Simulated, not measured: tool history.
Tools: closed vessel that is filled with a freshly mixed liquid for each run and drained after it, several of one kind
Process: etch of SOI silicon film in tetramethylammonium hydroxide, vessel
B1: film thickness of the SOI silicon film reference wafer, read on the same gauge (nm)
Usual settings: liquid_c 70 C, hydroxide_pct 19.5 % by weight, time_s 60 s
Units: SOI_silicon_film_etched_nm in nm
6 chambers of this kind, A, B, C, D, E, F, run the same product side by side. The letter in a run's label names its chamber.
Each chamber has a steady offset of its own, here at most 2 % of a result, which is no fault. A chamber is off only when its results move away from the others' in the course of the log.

run 1B hour=5.3 | liquid_c=70 hydroxide_pct=19.5 time_s=60 | B1=119.98 | SOI_silicon_film_etched_nm=314.8
run 2F hour=13.7 | liquid_c=70 hydroxide_pct=19.5 time_s=60 | B1=120.01 | SOI_silicon_film_etched_nm=309.1
-- hour=22.6 chamber F: hydroxide flow meter replaced
run 3E hour=22.8 | liquid_c=70 hydroxide_pct=19.5 time_s=60 | B1=120.01 | SOI_silicon_film_etched_nm=315.34
-- hour=24.7 chamber D: thermometer replaced
run 4A hour=30.9 | liquid_c=70 hydroxide_pct=19.5 time_s=60 | B1=120 | SOI_silicon_film_etched_nm=310.62
run 5D hour=36.2 | liquid_c=70 hydroxide_pct=19.5 time_s=60 | B1=120.02 | SOI_silicon_film_etched_nm=307.06
run 6C hour=45.1 | liquid_c=70 hydroxide_pct=19.5 time_s=60 | B1=120.01 | SOI_silicon_film_etched_nm=310.53
run 7A hour=53.9 | liquid_c=70 hydroxide_pct=19.5 time_s=60 | B1=119.98 | SOI_silicon_film_etched_nm=310.79
run 8B hour=63 | liquid_c=70 hydroxide_pct=19.5 time_s=60 | B1=120 | SOI_silicon_film_etched_nm=312.84
run 9C hour=68 | liquid_c=70 hydroxide_pct=19.5 time_s=60 | B1=119.97 | SOI_silicon_film_etched_nm=312.12
run 10E hour=73 | liquid_c=70 hydroxide_pct=19.5 time_s=60 | B1=119.99 | SOI_silicon_film_etched_nm=313.9
run 11D hour=80.1 | liquid_c=70 hydroxide_pct=19.5 time_s=60 | B1=120.01 | SOI_silicon_film_etched_nm=309.89
run 12F hour=87.3 | liquid_c=70 hydroxide_pct=19.5 time_s=60 | B1=119.98 | SOI_silicon_film_etched_nm=304.3
run 13E hour=94.8 | liquid_c=70 hydroxide_pct=19.5 time_s=60 | B1=119.99 | SOI_silicon_film_etched_nm=314.69
-- hour=95.2 chamber A: hydroxide flow meter replaced
run 14D hour=103.2 | liquid_c=70 hydroxide_pct=19.5 time_s=60 | B1=119.97 | SOI_silicon_film_etched_nm=311.12
run 15B hour=111.3 | liquid_c=70 hydroxide_pct=19.5 time_s=60 | B1=119.99 | SOI_silicon_film_etched_nm=316.71
run 16F hour=117.8 | liquid_c=75 hydroxide_pct=19.5 time_s=60 | B1=120 | SOI_silicon_film_etched_nm=413.15
run 17A hour=126.3 | liquid_c=75 hydroxide_pct=19.5 time_s=60 | B1=120.01 | SOI_silicon_film_etched_nm=409.28
run 18C hour=134.4 | liquid_c=75 hydroxide_pct=19.5 time_s=60 | B1=119.97 | SOI_silicon_film_etched_nm=411.62
run 19C hour=143.4 | liquid_c=75 hydroxide_pct=19.5 time_s=60 | B1=120 | SOI_silicon_film_etched_nm=407.25
run 20E hour=149 | liquid_c=75 hydroxide_pct=19.5 time_s=60 | B1=119.99 | SOI_silicon_film_etched_nm=418.13
run 21D hour=155.7 | liquid_c=75 hydroxide_pct=19.5 time_s=60 | B1=119.99 | SOI_silicon_film_etched_nm=418.78
run 22B hour=164 | liquid_c=70 hydroxide_pct=19.5 time_s=60 | B1=119.98 | SOI_silicon_film_etched_nm=308.69
run 23F hour=168.8 | liquid_c=77 hydroxide_pct=19.5 time_s=60 | B1=119.98 | SOI_silicon_film_etched_nm=447.48
run 24A hour=176.9 | liquid_c=77 hydroxide_pct=19.5 time_s=60 | B1=119.98 | SOI_silicon_film_etched_nm=463.29
run 25E hour=181.2 | liquid_c=77 hydroxide_pct=19.5 time_s=60 | B1=119.98 | SOI_silicon_film_etched_nm=465.69
-- hour=185 chamber E: hydroxide flow meter replaced
run 26C hour=189.2 | liquid_c=77 hydroxide_pct=19.5 time_s=60 | B1=120 | SOI_silicon_film_etched_nm=444.37
run 27F hour=197 | liquid_c=77 hydroxide_pct=19.5 time_s=60 | B1=119.99 | SOI_silicon_film_etched_nm=449.99
-- hour=200.7 chamber B: hydroxide flow meter replaced
run 28B hour=205.6 | liquid_c=77 hydroxide_pct=19.5 time_s=60 | B1=120.01 | SOI_silicon_film_etched_nm=462.88
run 29A hour=209.8 | liquid_c=70 hydroxide_pct=19.5 time_s=60 | B1=120.02 | SOI_silicon_film_etched_nm=310.35
run 30D hour=216.4 | liquid_c=70 hydroxide_pct=19.5 time_s=60 | B1=119.99 | SOI_silicon_film_etched_nm=307.01
run 31D hour=223.2 | liquid_c=70 hydroxide_pct=19.5 time_s=60 | B1=120 | SOI_silicon_film_etched_nm=308.59
run 32A hour=230.2 | liquid_c=70 hydroxide_pct=19.5 time_s=60 | B1=120 | SOI_silicon_film_etched_nm=310.2
run 33E hour=238.3 | liquid_c=70 hydroxide_pct=19.5 time_s=60 | B1=120 | SOI_silicon_film_etched_nm=312.09
run 34C hour=247 | liquid_c=70 hydroxide_pct=19.5 time_s=60 | B1=119.98 | SOI_silicon_film_etched_nm=283.34
run 35B hour=256 | liquid_c=66.5 hydroxide_pct=23.5 time_s=60 | B1=120 | SOI_silicon_film_etched_nm=217.65
run 36F hour=261 | liquid_c=66.5 hydroxide_pct=23.5 time_s=60 | B1=119.98 | SOI_silicon_film_etched_nm=217.41
run 37B hour=267.6 | liquid_c=66.5 hydroxide_pct=23.5 time_s=60 | B1=120.02 | SOI_silicon_film_etched_nm=216.65
run 38E hour=275 | liquid_c=66.5 hydroxide_pct=23.5 time_s=60 | B1=120 | SOI_silicon_film_etched_nm=224.12
run 39A hour=282.7 | liquid_c=66.5 hydroxide_pct=23.5 time_s=60 | B1=120.01 | SOI_silicon_film_etched_nm=213.65

Next, every chamber runs the same settings. What will each give?
run 40A hour=289.2 | liquid_c=66 hydroxide_pct=19.5 time_s=60 | SOI_silicon_film_etched_nm=?
run 40B hour=289.2 | liquid_c=66 hydroxide_pct=19.5 time_s=60 | SOI_silicon_film_etched_nm=?
run 40C hour=289.2 | liquid_c=66 hydroxide_pct=19.5 time_s=60 | SOI_silicon_film_etched_nm=?
run 40D hour=289.2 | liquid_c=66 hydroxide_pct=19.5 time_s=60 | SOI_silicon_film_etched_nm=?
run 40E hour=289.2 | liquid_c=66 hydroxide_pct=19.5 time_s=60 | SOI_silicon_film_etched_nm=?
run 40F hour=289.2 | liquid_c=66 hydroxide_pct=19.5 time_s=60 | SOI_silicon_film_etched_nm=?

run=40A SOI_silicon_film_etched_nm=239.93
run=40B SOI_silicon_film_etched_nm=242.56
run=40C SOI_silicon_film_etched_nm=220.64
run=40D SOI_silicon_film_etched_nm=242.69
run=40E SOI_silicon_film_etched_nm=249.23
run=40F SOI_silicon_film_etched_nm=241.05

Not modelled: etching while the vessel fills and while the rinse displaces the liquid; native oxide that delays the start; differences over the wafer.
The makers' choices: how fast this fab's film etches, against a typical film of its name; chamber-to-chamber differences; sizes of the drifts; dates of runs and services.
